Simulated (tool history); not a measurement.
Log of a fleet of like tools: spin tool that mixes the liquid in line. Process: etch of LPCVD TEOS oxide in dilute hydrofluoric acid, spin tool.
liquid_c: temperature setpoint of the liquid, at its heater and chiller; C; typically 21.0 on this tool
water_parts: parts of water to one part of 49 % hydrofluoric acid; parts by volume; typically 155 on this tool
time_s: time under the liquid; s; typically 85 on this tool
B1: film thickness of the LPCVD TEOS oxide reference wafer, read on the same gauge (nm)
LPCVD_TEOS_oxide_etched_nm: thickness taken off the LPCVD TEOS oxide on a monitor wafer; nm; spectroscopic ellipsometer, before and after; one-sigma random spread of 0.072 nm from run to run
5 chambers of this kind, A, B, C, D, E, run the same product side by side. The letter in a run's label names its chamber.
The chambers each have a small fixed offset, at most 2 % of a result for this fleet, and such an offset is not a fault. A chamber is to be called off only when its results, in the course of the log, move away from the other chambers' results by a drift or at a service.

run 1B hour=8.6 | liquid_c=21.0 water_parts=155 time_s=85 | B1=90.029 | LPCVD_TEOS_oxide_etched_nm=8.6812
run 2D hour=18.2 | liquid_c=21.0 water_parts=155 time_s=85 | B1=90.018 | LPCVD_TEOS_oxide_etched_nm=8.6853
run 3E hour=22.4 | liquid_c=21.0 water_parts=155 time_s=85 | B1=89.998 | LPCVD_TEOS_oxide_etched_nm=8.5389
run 4C hour=29.2 | liquid_c=21.0 water_parts=155 time_s=85 | B1=90.000 | LPCVD_TEOS_oxide_etched_nm=8.4633
run 5A hour=34.8 | liquid_c=21.0 water_parts=155 time_s=85 | B1=89.975 | LPCVD_TEOS_oxide_etched_nm=8.8482
run 6B hour=42.3 | liquid_c=21.0 water_parts=155 time_s=130 | B1=90.012 | LPCVD_TEOS_oxide_etched_nm=12.9410
run 7D hour=49.8 | liquid_c=21.0 water_parts=155 time_s=130 | B1=90.017 | LPCVD_TEOS_oxide_etched_nm=13.2520
run 8C hour=54.0 | liquid_c=21.0 water_parts=155 time_s=130 | B1=90.012 | LPCVD_TEOS_oxide_etched_nm=13.1090
run 9A hour=58.8 | liquid_c=21.0 water_parts=155 time_s=130 | B1=89.996 | LPCVD_TEOS_oxide_etched_nm=13.4450
run 10E hour=66.7 | liquid_c=21.0 water_parts=155 time_s=130 | B1=90.004 | LPCVD_TEOS_oxide_etched_nm=13.1230
run 11C hour=74.9 | liquid_c=21.0 water_parts=185 time_s=85 | B1=89.985 | LPCVD_TEOS_oxide_etched_nm=6.9710
run 12E hour=81.6 | liquid_c=21.0 water_parts=185 time_s=85 | B1=89.978 | LPCVD_TEOS_oxide_etched_nm=6.9890
-- hour=85.3 chamber C: thermometer replaced
-- hour=89.0 chamber D: hydrofluoric acid flow meter replaced
run 13B hour=89.0 | liquid_c=21.0 water_parts=185 time_s=85 | B1=90.022 | LPCVD_TEOS_oxide_etched_nm=6.9112
run 14D hour=95.8 | liquid_c=21.0 water_parts=185 time_s=85 | B1=89.998 | LPCVD_TEOS_oxide_etched_nm=7.0949
run 15A hour=105.3 | liquid_c=21.0 water_parts=185 time_s=85 | B1=90.001 | LPCVD_TEOS_oxide_etched_nm=7.1143
run 16A hour=110.2 | liquid_c=25.0 water_parts=155 time_s=120 | B1=89.996 | LPCVD_TEOS_oxide_etched_nm=14.5490
run 17E hour=119.2 | liquid_c=25.0 water_parts=155 time_s=120 | B1=89.999 | LPCVD_TEOS_oxide_etched_nm=14.2530
run 18C hour=124.5 | liquid_c=25.0 water_parts=155 time_s=120 | B1=90.016 | LPCVD_TEOS_oxide_etched_nm=14.0350
run 19B hour=134.4 | liquid_c=25.0 water_parts=155 time_s=120 | B1=90.005 | LPCVD_TEOS_oxide_etched_nm=13.9330
run 20D hour=141.0 | liquid_c=25.0 water_parts=155 time_s=120 | B1=90.003 | LPCVD_TEOS_oxide_etched_nm=14.2320
run 21A hour=145.3 | liquid_c=21.0 water_parts=155 time_s=85 | B1=89.985 | LPCVD_TEOS_oxide_etched_nm=8.7076
run 22D hour=155.1 | liquid_c=21.0 water_parts=155 time_s=85 | B1=90.003 | LPCVD_TEOS_oxide_etched_nm=8.6550
run 23E hour=160.7 | liquid_c=21.0 water_parts=155 time_s=85 | B1=89.990 | LPCVD_TEOS_oxide_etched_nm=8.7140
run 24B hour=166.7 | liquid_c=21.0 water_parts=155 time_s=85 | B1=89.990 | LPCVD_TEOS_oxide_etched_nm=8.2592
run 25C hour=173.3 | liquid_c=21.0 water_parts=155 time_s=85 | B1=89.988 | LPCVD_TEOS_oxide_etched_nm=8.5582
run 26A hour=178.0 | liquid_c=21.0 water_parts=155 time_s=85 | B1=89.989 | LPCVD_TEOS_oxide_etched_nm=8.6023
run 27B hour=185.4 | liquid_c=21.0 water_parts=155 time_s=85 | B1=90.007 | LPCVD_TEOS_oxide_etched_nm=8.3371
run 28D hour=192.3 | liquid_c=23.5 water_parts=120 time_s=85 | B1=89.994 | LPCVD_TEOS_oxide_etched_nm=12.8080
run 29C hour=196.9 | liquid_c=23.5 water_parts=120 time_s=85 | B1=90.004 | LPCVD_TEOS_oxide_etched_nm=12.7810
run 30E hour=201.7 | liquid_c=23.5 water_parts=120 time_s=85 | B1=89.989 | LPCVD_TEOS_oxide_etched_nm=12.5920
run 31B hour=210.7 | liquid_c=23.5 water_parts=120 time_s=85 | B1=90.005 | LPCVD_TEOS_oxide_etched_nm=12.3460
run 32D hour=219.1 | liquid_c=23.5 water_parts=120 time_s=85 | B1=90.009 | LPCVD_TEOS_oxide_etched_nm=12.6160
run 33A hour=228.7 | liquid_c=25.5 water_parts=155 time_s=85 | B1=90.008 | LPCVD_TEOS_oxide_etched_nm=10.3080
run 34C hour=235.4 | liquid_c=25.5 water_parts=155 time_s=85 | B1=89.998 | LPCVD_TEOS_oxide_etched_nm=10.0120
run 35E hour=244.0 | liquid_c=25.5 water_parts=155 time_s=85 | B1=89.984 | LPCVD_TEOS_oxide_etched_nm=10.0830
run 36E hour=248.4 | liquid_c=25.5 water_parts=155 time_s=85 | B1=89.970 | LPCVD_TEOS_oxide_etched_nm=10.0950
run 37D hour=255.5 | liquid_c=25.5 water_parts=155 time_s=85 | B1=90.001 | LPCVD_TEOS_oxide_etched_nm=10.3150
run 38A hour=262.4 | liquid_c=21.0 water_parts=155 time_s=85 | B1=90.002 | LPCVD_TEOS_oxide_etched_nm=8.8196
run 39C hour=271.9 | liquid_c=21.0 water_parts=155 time_s=85 | B1=89.993 | LPCVD_TEOS_oxide_etched_nm=8.5498
run 40B hour=281.0 | liquid_c=21.0 water_parts=155 time_s=85 | B1=89.988 | LPCVD_TEOS_oxide_etched_nm=8.2043

Decide between three cases: one chamber stands off from its peers, the gauge reading all wafers drifts, or nothing is wrong past each chamber's small offset. Where a chamber is off, say which and what most likely put it there.

Chamber B drifts away from the others.
Most likely cause: hydrofluoric acid flow below the setpoint (%) = 5.02.
Not necessarily distinguishable in this log from: liquid colder than its thermometer reads (K).

Below are 4 candidate recipes for chamber B's next run, each the usual settings with a change, their results shown as question marks. Which of them brings B's results back in line with what the other chambers give on the usual settings?
To be in line, a result may differ from the other chambers' mean on the usual settings by at most: LPCVD_TEOS_oxide_etched_nm 0.2500 nm
run 41B-1 hour=288.1 | liquid_c=18.0 water_parts=155 time_s=85 | LPCVD_TEOS_oxide_etched_nm=?
run 41B-2 hour=288.1 | liquid_c=21.0 water_parts=140 time_s=85 | LPCVD_TEOS_oxide_etched_nm=?
run 41B-3 hour=288.1 | liquid_c=21.0 water_parts=155 time_s=90 | LPCVD_TEOS_oxide_etched_nm=?
run 41B-4 hour=288.1 | liquid_c=21.0 water_parts=155 time_s=80 | LPCVD_TEOS_oxide_etched_nm=?

The other chambers' mean on the usual settings: LPCVD_TEOS_oxide_etched_nm 8.6442 nm
run=41B-1 LPCVD_TEOS_oxide_etched_nm=7.2084
run=41B-2 LPCVD_TEOS_oxide_etched_nm=9.1427
run=41B-3 LPCVD_TEOS_oxide_etched_nm=8.5876
run=41B-4 LPCVD_TEOS_oxide_etched_nm=7.6334
41B-3 is the one that brings the chamber's results back in line with the other chambers.

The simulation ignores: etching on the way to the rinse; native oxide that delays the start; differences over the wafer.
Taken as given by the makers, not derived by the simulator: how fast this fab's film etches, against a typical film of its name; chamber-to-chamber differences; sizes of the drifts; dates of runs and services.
